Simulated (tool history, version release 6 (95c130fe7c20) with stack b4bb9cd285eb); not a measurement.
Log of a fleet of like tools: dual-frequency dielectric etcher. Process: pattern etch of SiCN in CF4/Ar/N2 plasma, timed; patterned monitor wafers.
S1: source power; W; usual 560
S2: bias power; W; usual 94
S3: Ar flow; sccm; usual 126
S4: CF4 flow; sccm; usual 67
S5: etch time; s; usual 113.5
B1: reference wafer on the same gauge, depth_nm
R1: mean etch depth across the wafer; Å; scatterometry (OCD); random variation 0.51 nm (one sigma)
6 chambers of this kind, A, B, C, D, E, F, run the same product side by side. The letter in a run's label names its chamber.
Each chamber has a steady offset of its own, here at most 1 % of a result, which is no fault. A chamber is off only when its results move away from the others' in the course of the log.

run   hour   S1   S2   S3  S4     S5      B1       R1
       7.8  -- chamber B: wet clean of the chamber
 1C   12.6  560   94  126  67  113.5  120.11  1249.00
 2A   21.0  560   94  126  67  113.5  119.99  1234.50
 3E   30.2  560   94  126  67  113.5  120.03  1256.00
 4D   36.9  560   94  126  67  113.5  120.05  1242.40
 5F   45.8  430   94  126  67  113.5  119.95   992.71
 6B   58.4  430   94  126  67  113.5  120.01   990.67
      62.9  -- chamber A: source power generator calibrated
 7D   72.3  430   94  126  67  113.5  120.00   990.66
 8A   79.3  430   94  126  67  113.5  119.96   982.23
 9E   88.8  430   94  126  67  113.5  119.99  1004.70
10B   99.6  430   94  126  67  113.5  120.07   987.04
11C  107.0  560   94  126  67  113.5  119.92  1238.10
12F  117.9  560   94  126  67  113.5  119.96  1252.30
     129.2  -- chamber B: Ar flow controller replaced
13F  130.7  560  113  126  77  113.5  120.13  1356.90
     139.6  -- chamber F: wet clean of the chamber
14B  145.3  560  113  126  77  113.5  120.02  1358.50
15D  154.1  560  113  126  77  113.5  119.98  1363.70
     167.2  -- chamber D: wet clean of the chamber
16C  168.4  560  113  126  77  113.5  120.10  1361.10
17E  180.2  560  113  126  77  113.5  120.00  1388.20
18A  190.1  560  113  126  77  113.5  119.91  1364.00
19D  199.1  560   94  126  67  137.0  119.97  1479.00
20B  213.4  560   94  126  67  137.0  119.91  1508.50
     223.0  -- chamber C: wet clean of the chamber
21C  228.3  560   94  126  67  137.0  120.05  1516.10
22F  235.8  560   94  126  67  137.0  119.93  1509.50
23E  243.2  560   94  126  67  137.0  119.96  1521.20
     253.3  -- chamber E: Ar flow controller replaced
24A  255.7  560   94  126  67  137.0  119.99  1497.50
25D  265.3  560   94  126  67  113.5  119.92  1238.70
     273.7  -- chamber E: wet clean of the chamber
26C  275.7  560   94  126  67  113.5  119.99  1250.10
27A  286.6  560   94  126  67  113.5  120.03  1241.60
28F  293.0  560   94  126  67  113.5  120.01  1243.40
29B  304.4  560   94  126  67  113.5  120.01  1246.80
30E  317.3  560   94  126  67  113.5  120.01  1255.90
31C  326.6  560   94  126  67  113.5  119.94  1256.80
32A  335.7  560   94  126  67  113.5  119.95  1242.50
     340.9  -- chamber B: wet clean of the chamber
33D  349.0  560   94  126  67  113.5  119.97  1243.20
34F  359.0  560   94  126  67  113.5  120.05  1248.50
35E  369.9  560   94  126  67  113.5  120.05  1259.80
36B  376.6  500   94  141  67  113.5  119.91  1114.40
37B  386.0  500   94  141  67  113.5  120.01  1100.70
38D  395.7  500   94  141  67  113.5  120.10  1110.00
39C  402.6  500   94  141  67  113.5  119.91  1114.70
40F  415.8  500   94  141  67  113.5  119.84  1118.30
41E  425.5  500   94  141  67  113.5  120.08  1119.10
42A  439.0  560   94  126  67  113.5  119.92  1229.50
43C  448.7  560   94  126  67  113.5  120.06  1248.50

Next, every chamber runs the same settings. What will each give?
44A  459.3  560  94  126  67  113.5       ?
44B  459.3  560  94  126  67  113.5       ?
44C  459.3  560  94  126  67  113.5       ?
44D  459.3  560  94  126  67  113.5       ?
44E  459.3  560  94  126  67  113.5       ?
44F  459.3  560  94  126  67  113.5       ?

run       R1
44A  1226.60
44B  1240.60
44C  1251.50
44D  1233.90
44E  1260.00
44F  1249.40
